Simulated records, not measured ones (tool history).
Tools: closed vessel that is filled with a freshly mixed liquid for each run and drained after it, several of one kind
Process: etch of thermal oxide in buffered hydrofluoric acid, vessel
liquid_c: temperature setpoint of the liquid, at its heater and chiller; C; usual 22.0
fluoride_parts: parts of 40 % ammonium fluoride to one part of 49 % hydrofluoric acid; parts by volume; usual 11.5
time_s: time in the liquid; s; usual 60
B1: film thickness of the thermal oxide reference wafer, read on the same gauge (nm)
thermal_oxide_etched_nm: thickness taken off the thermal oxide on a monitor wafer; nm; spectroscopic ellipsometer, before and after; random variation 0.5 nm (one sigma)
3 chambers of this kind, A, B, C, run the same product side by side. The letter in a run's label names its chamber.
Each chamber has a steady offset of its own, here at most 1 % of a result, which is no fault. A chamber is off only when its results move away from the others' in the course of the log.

run 1B hour=3.0 | liquid_c=22.0 fluoride_parts=11.5 time_s=60 | B1=130.01 | thermal_oxide_etched_nm=51.989
run 2A hour=7.2 | liquid_c=22.0 fluoride_parts=11.5 time_s=60 | B1=130.01 | thermal_oxide_etched_nm=51.834
run 3C hour=10.2 | liquid_c=22.0 fluoride_parts=11.5 time_s=60 | B1=130.01 | thermal_oxide_etched_nm=52.510
run 4A hour=15.9 | liquid_c=22.0 fluoride_parts=11.5 time_s=60 | B1=130.00 | thermal_oxide_etched_nm=52.807
run 5B hour=19.2 | liquid_c=22.0 fluoride_parts=11.5 time_s=60 | B1=130.01 | thermal_oxide_etched_nm=52.757
run 6C hour=23.9 | liquid_c=22.0 fluoride_parts=11.5 time_s=60 | B1=129.99 | thermal_oxide_etched_nm=52.615
run 7B hour=28.1 | liquid_c=26.5 fluoride_parts=11.5 time_s=45 | B1=129.99 | thermal_oxide_etched_nm=50.321
-- hour=33.0 chamber C: thermometer replaced
run 8A hour=33.0 | liquid_c=26.5 fluoride_parts=11.5 time_s=45 | B1=129.97 | thermal_oxide_etched_nm=50.386
run 9C hour=36.9 | liquid_c=26.5 fluoride_parts=11.5 time_s=45 | B1=130.02 | thermal_oxide_etched_nm=49.566
run 10B hour=39.8 | liquid_c=22.0 fluoride_parts=11.5 time_s=60 | B1=129.99 | thermal_oxide_etched_nm=52.995
run 11C hour=43.2 | liquid_c=22.0 fluoride_parts=11.5 time_s=60 | B1=130.00 | thermal_oxide_etched_nm=51.743
run 12A hour=48.5 | liquid_c=22.0 fluoride_parts=11.5 time_s=60 | B1=130.00 | thermal_oxide_etched_nm=52.777
run 13B hour=51.5 | liquid_c=22.0 fluoride_parts=11.5 time_s=60 | B1=130.00 | thermal_oxide_etched_nm=52.976
run 14C hour=55.1 | liquid_c=24.5 fluoride_parts=11.5 time_s=35 | B1=129.99 | thermal_oxide_etched_nm=34.794
run 15A hour=58.2 | liquid_c=24.5 fluoride_parts=11.5 time_s=35 | B1=130.00 | thermal_oxide_etched_nm=35.729
run 16A hour=62.3 | liquid_c=24.5 fluoride_parts=11.5 time_s=35 | B1=130.02 | thermal_oxide_etched_nm=36.219
run 17C hour=67.6 | liquid_c=22.0 fluoride_parts=11.5 time_s=60 | B1=130.01 | thermal_oxide_etched_nm=52.703
run 18B hour=72.9 | liquid_c=22.0 fluoride_parts=11.5 time_s=60 | B1=130.01 | thermal_oxide_etched_nm=52.752
run 19B hour=75.6 | liquid_c=22.0 fluoride_parts=11.5 time_s=60 | B1=130.01 | thermal_oxide_etched_nm=51.568
run 20A hour=80.3 | liquid_c=22.0 fluoride_parts=11.5 time_s=60 | B1=129.99 | thermal_oxide_etched_nm=55.212
run 21C hour=85.8 | liquid_c=22.0 fluoride_parts=11.5 time_s=60 | B1=129.99 | thermal_oxide_etched_nm=51.961
run 22A hour=89.0 | liquid_c=22.0 fluoride_parts=11.5 time_s=60 | B1=129.99 | thermal_oxide_etched_nm=55.653
run 23C hour=92.4 | liquid_c=22.0 fluoride_parts=11.5 time_s=60 | B1=129.99 | thermal_oxide_etched_nm=52.336
run 24B hour=97.9 | liquid_c=22.0 fluoride_parts=11.5 time_s=60 | B1=129.98 | thermal_oxide_etched_nm=52.929
run 25A hour=102.8 | liquid_c=22.0 fluoride_parts=11.5 time_s=60 | B1=130.01 | thermal_oxide_etched_nm=55.796
run 26C hour=106.7 | liquid_c=22.0 fluoride_parts=11.5 time_s=60 | B1=129.98 | thermal_oxide_etched_nm=52.338
run 27B hour=111.5 | liquid_c=22.0 fluoride_parts=11.5 time_s=60 | B1=129.99 | thermal_oxide_etched_nm=53.360
run 28B hour=115.9 | liquid_c=22.0 fluoride_parts=11.5 time_s=60 | B1=130.02 | thermal_oxide_etched_nm=53.313
run 29C hour=118.8 | liquid_c=22.0 fluoride_parts=11.5 time_s=60 | B1=129.98 | thermal_oxide_etched_nm=51.664
run 30A hour=123.5 | liquid_c=22.0 fluoride_parts=11.5 time_s=60 | B1=129.98 | thermal_oxide_etched_nm=56.732

Is one chamber off against the others, does the gauge drift, or is nothing wrong? If a chamber is off, say which, and what the likeliest cause is.

Chamber A drifts away from the others.
Cause: liquid hotter than its thermometer reads (K) = 1.77.
The log may not tell that from: hydrofluoric acid flow above the setpoint (%).

Here are 4 candidates for chamber A's next run, each the usual settings with a change, their results left as question marks. Which one brings its results back in line with what the others give on the usual settings?
In line means no further than this from the other chambers' mean on the usual settings: thermal_oxide_etched_nm 1.800 nm
run 31A-1 hour=127.5 | liquid_c=22.0 fluoride_parts=12.5 time_s=60 | thermal_oxide_etched_nm=?
run 31A-2 hour=127.5 | liquid_c=22.5 fluoride_parts=11.5 time_s=60 | thermal_oxide_etched_nm=?
run 31A-3 hour=127.5 | liquid_c=23.5 fluoride_parts=11.5 time_s=60 | thermal_oxide_etched_nm=?
run 31A-4 hour=127.5 | liquid_c=21.5 fluoride_parts=11.5 time_s=60 | thermal_oxide_etched_nm=?

The other chambers' mean on the usual settings: thermal_oxide_etched_nm 52.551 nm
run=31A-1 thermal_oxide_etched_nm=53.057
run=31A-2 thermal_oxide_etched_nm=59.121
run=31A-3 thermal_oxide_etched_nm=62.385
run=31A-4 thermal_oxide_etched_nm=56.039
31A-1 brings the chamber back in line.
